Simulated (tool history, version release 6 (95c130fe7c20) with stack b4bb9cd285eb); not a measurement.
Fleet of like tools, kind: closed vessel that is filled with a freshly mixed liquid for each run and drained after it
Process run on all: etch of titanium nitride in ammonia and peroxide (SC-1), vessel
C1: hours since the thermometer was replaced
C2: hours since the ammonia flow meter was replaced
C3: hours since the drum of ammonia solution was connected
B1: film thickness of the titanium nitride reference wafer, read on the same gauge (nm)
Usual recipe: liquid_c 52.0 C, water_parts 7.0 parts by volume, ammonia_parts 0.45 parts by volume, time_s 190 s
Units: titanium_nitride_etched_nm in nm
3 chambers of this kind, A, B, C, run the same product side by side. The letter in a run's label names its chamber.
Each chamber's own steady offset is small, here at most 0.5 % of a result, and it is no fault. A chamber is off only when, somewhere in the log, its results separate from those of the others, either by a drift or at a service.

{"run": "1C", "hour": 3.8, "liquid_c": 52.0, "water_parts": 7.0, "ammonia_parts": 0.45, "time_s": 190, "C1": 656.1, "C2": 259.9, "C3": 190.1, "B1": 79.985, "titanium_nitride_etched_nm": 13.824}
{"run": "2A", "hour": 10.1, "liquid_c": 52.0, "water_parts": 7.0, "ammonia_parts": 0.45, "time_s": 190, "C1": 322.8, "C2": 825.9, "C3": 699.5, "B1": 80.014, "titanium_nitride_etched_nm": 13.973}
{"run": "3B", "hour": 14.4, "liquid_c": 52.0, "water_parts": 7.0, "ammonia_parts": 0.45, "time_s": 190, "C1": 2508.7, "C2": 866.9, "C3": 600.8, "B1": 79.981, "titanium_nitride_etched_nm": 13.832}
{"run": "4B", "hour": 17.7, "liquid_c": 52.0, "water_parts": 7.0, "ammonia_parts": 0.45, "time_s": 190, "C1": 2512.0, "C2": 870.2, "C3": 604.1, "B1": 80.025, "titanium_nitride_etched_nm": 13.923}
{"run": "5A", "hour": 23.0, "liquid_c": 52.0, "water_parts": 7.0, "ammonia_parts": 0.45, "time_s": 190, "C1": 335.7, "C2": 838.8, "C3": 712.4, "B1": 79.987, "titanium_nitride_etched_nm": 13.962}
{"run": "6C", "hour": 28.0, "liquid_c": 52.0, "water_parts": 7.0, "ammonia_parts": 0.45, "time_s": 190, "C1": 680.3, "C2": 284.1, "C3": 214.3, "B1": 79.972, "titanium_nitride_etched_nm": 13.821}
{"run": "7C", "hour": 32.1, "liquid_c": 52.0, "water_parts": 7.0, "ammonia_parts": 0.3, "time_s": 295, "C1": 684.4, "C2": 288.2, "C3": 218.4, "B1": 80.018, "titanium_nitride_etched_nm": 20.147}
{"run": "8B", "hour": 35.7, "liquid_c": 52.0, "water_parts": 7.0, "ammonia_parts": 0.3, "time_s": 295, "C1": 2530.0, "C2": 888.2, "C3": 622.1, "B1": 80.001, "titanium_nitride_etched_nm": 20.056}
{"run": "9A", "hour": 41.4, "liquid_c": 52.0, "water_parts": 7.0, "ammonia_parts": 0.3, "time_s": 295, "C1": 354.1, "C2": 857.2, "C3": 730.8, "B1": 79.993, "titanium_nitride_etched_nm": 20.323}
{"run": "10B", "hour": 45.9, "liquid_c": 52.0, "water_parts": 7.0, "ammonia_parts": 0.45, "time_s": 190, "C1": 2540.2, "C2": 898.4, "C3": 632.3, "B1": 79.969, "titanium_nitride_etched_nm": 13.919}
{"run": "11C", "hour": 51.0, "liquid_c": 52.0, "water_parts": 7.0, "ammonia_parts": 0.45, "time_s": 190, "C1": 703.3, "C2": 307.1, "C3": 237.3, "B1": 80.052, "titanium_nitride_etched_nm": 13.811}
{"run": "12A", "hour": 54.5, "liquid_c": 52.0, "water_parts": 7.0, "ammonia_parts": 0.45, "time_s": 190, "C1": 367.2, "C2": 870.3, "C3": 743.9, "B1": 79.978, "titanium_nitride_etched_nm": 13.989}
{"run": "13A", "hour": 61.7, "liquid_c": 55.0, "water_parts": 7.0, "ammonia_parts": 0.45, "time_s": 135, "C1": 374.4, "C2": 877.5, "C3": 751.1, "B1": 79.984, "titanium_nitride_etched_nm": 12.2}
{"run": "14B", "hour": 66.7, "liquid_c": 55.0, "water_parts": 7.0, "ammonia_parts": 0.45, "time_s": 135, "C1": 2561.0, "C2": 919.2, "C3": 653.1, "B1": 80.02, "titanium_nitride_etched_nm": 12.062}
{"run": "15C", "hour": 72.9, "liquid_c": 55.0, "water_parts": 7.0, "ammonia_parts": 0.45, "time_s": 135, "C1": 725.2, "C2": 329.0, "C3": 259.2, "B1": 80.016, "titanium_nitride_etched_nm": 12.194}
{"run": "16B", "hour": 78.6, "liquid_c": 52.0, "water_parts": 7.0, "ammonia_parts": 0.45, "time_s": 190, "C1": 2572.9, "C2": 931.1, "C3": 665.0, "B1": 80.01, "titanium_nitride_etched_nm": 13.872}
{"hour": 81.1, "done": "chamber B: thermometer replaced"}
{"run": "17C", "hour": 82.7, "liquid_c": 52.0, "water_parts": 7.0, "ammonia_parts": 0.45, "time_s": 275, "C1": 735.0, "C2": 338.8, "C3": 269.0, "B1": 79.999, "titanium_nitride_etched_nm": 20.095}
{"run": "18A", "hour": 86.8, "liquid_c": 52.0, "water_parts": 7.0, "ammonia_parts": 0.45, "time_s": 275, "C1": 399.5, "C2": 902.6, "C3": 776.2, "B1": 79.957, "titanium_nitride_etched_nm": 20.189}
{"run": "19C", "hour": 91.4, "liquid_c": 52.0, "water_parts": 7.0, "ammonia_parts": 0.45, "time_s": 275, "C1": 743.7, "C2": 347.5, "C3": 277.7, "B1": 80.042, "titanium_nitride_etched_nm": 20.03}
{"run": "20B", "hour": 97.8, "liquid_c": 52.0, "water_parts": 7.0, "ammonia_parts": 0.45, "time_s": 190, "C1": 16.7, "C2": 950.3, "C3": 684.2, "B1": 79.978, "titanium_nitride_etched_nm": 13.879}
{"run": "21A", "hour": 103.6, "liquid_c": 52.0, "water_parts": 5.5, "ammonia_parts": 0.45, "time_s": 190, "C1": 416.3, "C2": 919.4, "C3": 793.0, "B1": 80.018, "titanium_nitride_etched_nm": 15.655}
{"run": "22B", "hour": 108.3, "liquid_c": 52.0, "water_parts": 5.5, "ammonia_parts": 0.45, "time_s": 190, "C1": 27.2, "C2": 960.8, "C3": 694.7, "B1": 79.987, "titanium_nitride_etched_nm": 15.652}
{"run": "23C", "hour": 114.2, "liquid_c": 52.0, "water_parts": 5.5, "ammonia_parts": 0.45, "time_s": 190, "C1": 766.5, "C2": 370.3, "C3": 300.5, "B1": 79.953, "titanium_nitride_etched_nm": 15.618}
{"run": "24A", "hour": 120.2, "liquid_c": 52.0, "water_parts": 7.0, "ammonia_parts": 0.45, "time_s": 190, "C1": 432.9, "C2": 936.0, "C3": 809.6, "B1": 79.974, "titanium_nitride_etched_nm": 13.966}
{"run": "25B", "hour": 123.3, "liquid_c": 52.0, "water_parts": 7.0, "ammonia_parts": 0.45, "time_s": 190, "C1": 42.2, "C2": 975.8, "C3": 709.7, "B1": 80.007, "titanium_nitride_etched_nm": 13.855}
{"run": "26A", "hour": 126.5, "liquid_c": 45.5, "water_parts": 7.0, "ammonia_parts": 0.45, "time_s": 190, "C1": 439.2, "C2": 942.3, "C3": 815.9, "B1": 79.989, "titanium_nitride_etched_nm": 8.8558}
{"run": "27C", "hour": 132.0, "liquid_c": 45.5, "water_parts": 7.0, "ammonia_parts": 0.45, "time_s": 190, "C1": 784.3, "C2": 388.1, "C3": 318.3, "B1": 79.98, "titanium_nitride_etched_nm": 8.644}
{"run": "28B", "hour": 136.6, "liquid_c": 45.5, "water_parts": 7.0, "ammonia_parts": 0.45, "time_s": 190, "C1": 55.5, "C2": 989.1, "C3": 723.0, "B1": 79.993, "titanium_nitride_etched_nm": 8.7841}
{"run": "29A", "hour": 141.7, "liquid_c": 59.0, "water_parts": 9.5, "ammonia_parts": 0.45, "time_s": 190, "C1": 454.4, "C2": 957.5, "C3": 831.1, "B1": 79.998, "titanium_nitride_etched_nm": 19.291}
{"run": "30C", "hour": 148.8, "liquid_c": 59.0, "water_parts": 9.5, "ammonia_parts": 0.45, "time_s": 190, "C1": 801.1, "C2": 404.9, "C3": 335.1, "B1": 80.036, "titanium_nitride_etched_nm": 19.165}
{"run": "31B", "hour": 152.3, "liquid_c": 59.0, "water_parts": 9.5, "ammonia_parts": 0.45, "time_s": 190, "C1": 71.2, "C2": 1004.8, "C3": 738.7, "B1": 79.986, "titanium_nitride_etched_nm": 18.955}
{"run": "32A", "hour": 156.3, "liquid_c": 52.0, "water_parts": 7.0, "ammonia_parts": 0.45, "time_s": 190, "C1": 469.0, "C2": 972.1, "C3": 845.7, "B1": 80.029, "titanium_nitride_etched_nm": 13.972}
{"run": "33C", "hour": 159.8, "liquid_c": 52.0, "water_parts": 7.0, "ammonia_parts": 0.45, "time_s": 190, "C1": 812.1, "C2": 415.9, "C3": 346.1, "B1": 79.979, "titanium_nitride_etched_nm": 13.897}
{"run": "34A", "hour": 164.3, "liquid_c": 43.0, "water_parts": 7.0, "ammonia_parts": 0.45, "time_s": 190, "C1": 477.0, "C2": 980.1, "C3": 853.7, "B1": 79.996, "titanium_nitride_etched_nm": 7.4061}
{"run": "35B", "hour": 171.3, "liquid_c": 43.0, "water_parts": 7.0, "ammonia_parts": 0.45, "time_s": 190, "C1": 90.2, "C2": 1023.8, "C3": 757.7, "B1": 80.018, "titanium_nitride_etched_nm": 7.3714}
{"run": "36C", "hour": 175.6, "liquid_c": 43.0, "water_parts": 7.0, "ammonia_parts": 0.45, "time_s": 190, "C1": 827.9, "C2": 431.7, "C3": 361.9, "B1": 80.039, "titanium_nitride_etched_nm": 7.2945}
{"run": "37B", "hour": 181.8, "liquid_c": 42.5, "water_parts": 7.0, "ammonia_parts": 0.45, "time_s": 190, "C1": 100.7, "C2": 1034.3, "C3": 768.2, "B1": 80.03, "titanium_nitride_etched_nm": 7.1202}

Next, all 3 chambers run the settings below, one line each with question marks for the results. What does each chamber give?
{"run": "38A", "hour": 187.0, "liquid_c": 52.0, "water_parts": 7.0, "ammonia_parts": 0.45, "time_s": 190, "titanium_nitride_etched_nm": "?"}
{"run": "38B", "hour": 187.0, "liquid_c": 52.0, "water_parts": 7.0, "ammonia_parts": 0.45, "time_s": 190, "titanium_nitride_etched_nm": "?"}
{"run": "38C", "hour": 187.0, "liquid_c": 52.0, "water_parts": 7.0, "ammonia_parts": 0.45, "time_s": 190, "titanium_nitride_etched_nm": "?"}

run=38A titanium_nitride_etched_nm=14.0100
run=38B titanium_nitride_etched_nm=13.8170
run=38C titanium_nitride_etched_nm=13.8720

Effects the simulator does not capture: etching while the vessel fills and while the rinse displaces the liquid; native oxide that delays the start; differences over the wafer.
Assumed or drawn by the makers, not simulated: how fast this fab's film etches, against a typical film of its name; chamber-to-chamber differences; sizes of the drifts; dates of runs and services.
